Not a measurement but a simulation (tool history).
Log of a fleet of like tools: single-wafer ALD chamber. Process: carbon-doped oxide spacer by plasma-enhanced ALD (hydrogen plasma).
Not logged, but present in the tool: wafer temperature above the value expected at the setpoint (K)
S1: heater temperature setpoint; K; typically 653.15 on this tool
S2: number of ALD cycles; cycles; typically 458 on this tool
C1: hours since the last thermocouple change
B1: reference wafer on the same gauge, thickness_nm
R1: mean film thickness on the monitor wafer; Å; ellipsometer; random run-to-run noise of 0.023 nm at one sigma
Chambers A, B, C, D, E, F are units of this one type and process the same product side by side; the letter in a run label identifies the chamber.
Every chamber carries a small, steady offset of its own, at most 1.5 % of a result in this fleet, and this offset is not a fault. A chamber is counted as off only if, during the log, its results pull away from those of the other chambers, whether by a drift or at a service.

run   hour      S1   S2      C1      B1      R1
 1B    8.4  653.15  458   589.3  21.407  227.37
 2F   14.9  653.15  458   133.1  21.399  227.75
 3C   20.8  653.15  458  2235.5  21.401  227.57
 4D   26.4  653.15  458   685.3  21.408  228.17
 5A   36.9  653.15  458  1013.4  21.406  228.34
      39.0  -- chamber C: thermocouple changed; heater temperature recalibrated
 6E   44.2  653.15  458   757.9  21.414  231.83
 7A   52.2  653.15  458  1028.7  21.419  228.74
 8B   58.1  653.15  458   639.0  21.413  227.57
 9E   63.5  653.15  458   777.2  21.418  232.52
10C   71.4  653.15  458    32.5  21.418  227.68
11D   76.5  653.15  458   735.4  21.419  228.19
12F   81.6  653.15  458   199.8  21.422  227.54
13B   89.1  653.15  458   670.0  21.425  227.38
14F   95.6  653.15  458   213.8  21.429  227.74
15E  103.8  660.15  458   817.5  21.429  231.88
16A  109.6  660.15  458  1086.1  21.429  228.68
17C  118.8  660.15  458    79.9  21.431  227.98
18D  128.1  660.15  458   787.0  21.437  228.21
19D  133.6  660.15  458   792.5  21.436  228.10
20E  141.4  660.15  458   855.1  21.435  232.16
21A  149.2  653.15  458  1125.7  21.439  228.67
22C  159.7  653.15  458   120.8  21.447  227.76
23F  165.6  653.15  458   283.8  21.443  228.11
24B  174.9  653.15  458   755.8  21.444  227.49
25B  184.3  653.15  458   765.2  21.452  227.77
26D  192.0  653.15  458   850.9  21.455  229.02
27F  200.0  653.15  458   318.2  21.460  227.84
28A  206.0  653.15  458  1182.5  21.464  228.92
29C  211.6  653.15  458   172.7  21.453  227.92
30E  217.2  653.15  458   930.9  21.463  232.34
31C  222.3  653.15  458   183.4  21.463  227.99
32E  233.0  661.15  520   946.7  21.465  264.39
33B  238.3  661.15  520   819.2  21.463  258.49
34A  243.8  661.15  520  1220.3  21.468  260.01
35F  250.1  661.15  520   368.3  21.471  258.84
36D  256.5  661.15  520   915.4  21.473  259.49
37A  266.0  661.15  520  1242.5  21.474  260.20
38C  275.5  653.15  458   236.6  21.476  227.93
39B  282.9  653.15  458   863.8  21.478  227.89
40F  289.7  653.15  458   407.9  21.478  228.27
41E  298.4  661.15  458  1012.1  21.487  232.17
42D  303.2  661.15  458   962.1  21.476  228.60
43B  311.8  661.15  458   892.7  21.488  227.97
44D  319.8  661.15  458   978.7  21.492  228.75

The same settings go to every chamber for the next run, one line per chamber below. Forecast the results for each:
45A  327.6  653.15  458           ?
45B  327.6  653.15  458           ?
45C  327.6  653.15  458           ?
45D  327.6  653.15  458           ?
45E  327.6  653.15  458           ?
45F  327.6  653.15  458           ?

run      R1
45A  229.68
45B  228.29
45C  227.80
45D  228.88
45E  233.16
45F  228.40
